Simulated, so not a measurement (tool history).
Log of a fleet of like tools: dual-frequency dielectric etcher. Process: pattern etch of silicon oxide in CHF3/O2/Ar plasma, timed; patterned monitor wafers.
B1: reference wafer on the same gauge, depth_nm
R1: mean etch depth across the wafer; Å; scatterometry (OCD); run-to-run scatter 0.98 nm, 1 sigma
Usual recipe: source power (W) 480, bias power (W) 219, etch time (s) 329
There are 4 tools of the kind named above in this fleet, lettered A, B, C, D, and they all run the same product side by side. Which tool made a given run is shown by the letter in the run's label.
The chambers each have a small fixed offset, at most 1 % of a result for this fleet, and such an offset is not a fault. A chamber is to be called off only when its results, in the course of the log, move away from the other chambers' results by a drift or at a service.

Run 1B, day 0.312: usual settings; B1 691.48. Result: R1 6413.6 Å.
Run 2D, day 0.738: usual settings; B1 691.46. Result: R1 6334.1 Å.
Run 3C, day 1.171: usual settings; B1 691.91. Result: R1 6418.5 Å.
Run 4A, day 1.592: usual settings; B1 691.59. Result: R1 6376.7 Å.
Run 5D, day 1.833: usual settings; B1 691.84. Result: R1 6334.0 Å.
Run 6B, day 2.208: usual settings; B1 692.03. Result: R1 6427.5 Å.
Run 7A, day 2.600: usual settings; B1 692.30. Result: R1 6382.0 Å.
Run 8C, day 3.058: usual settings; B1 692.58. Result: R1 6441.2 Å.
At day 3.108: chamber A: bias power generator calibrated.
Run 9C, day 3.283: usual settings; B1 692.63. Result: R1 6431.8 Å.
Run 10A, day 3.500: usual settings; B1 692.88. Result: R1 6391.1 Å.
Run 11D, day 3.854: usual settings; B1 692.82. Result: R1 6336.5 Å.
Run 12B, day 4.300: usual settings; B1 693.20. Result: R1 6421.4 Å.
Run 13B, day 4.546: usual settings; B1 693.28. Result: R1 6431.3 Å.
At day 4.800: chamber D: wet clean of the chamber.
Run 14C, day 4.938: usual settings; B1 693.63. Result: R1 6438.4 Å.
Run 15A, day 5.229: usual settings; B1 693.55. Result: R1 6415.1 Å.
Run 16D, day 5.562: usual settings; B1 693.70. Result: R1 6364.3 Å.
Run 17B, day 6.021: usual settings; B1 693.89. Result: R1 6450.6 Å.
Run 18A, day 6.321: usual settings; B1 694.12. Result: R1 6404.3 Å.
Run 19C, day 6.625: usual settings; B1 694.73. Result: R1 6445.8 Å.
Run 20D, day 6.879: usual settings; B1 694.68. Result: R1 6366.3 Å.
Run 21D, day 7.188: usual settings; B1 694.60. Result: R1 6369.3 Å.
Run 22B, day 7.625: usual settings; B1 694.91. Result: R1 6443.1 Å.
Run 23C, day 7.921: usual settings but bias power (W) 247; B1 694.95. Result: R1 6726.7 Å.
Run 24A, day 8.188: usual settings but bias power (W) 247; B1 695.14. Result: R1 6703.0 Å.

The same settings go to every chamber for the next run, one line per chamber below. Forecast the results for each:
Run 25A, day 8.525: usual settings. Result: R1 ?.
Run 25B, day 8.525: usual settings. Result: R1 ?.
Run 25C, day 8.525: usual settings. Result: R1 ?.
Run 25D, day 8.525: usual settings. Result: R1 ?.

run      R1
25A  6433.4
25B  6455.8
25C  6485.2
25D  6376.4
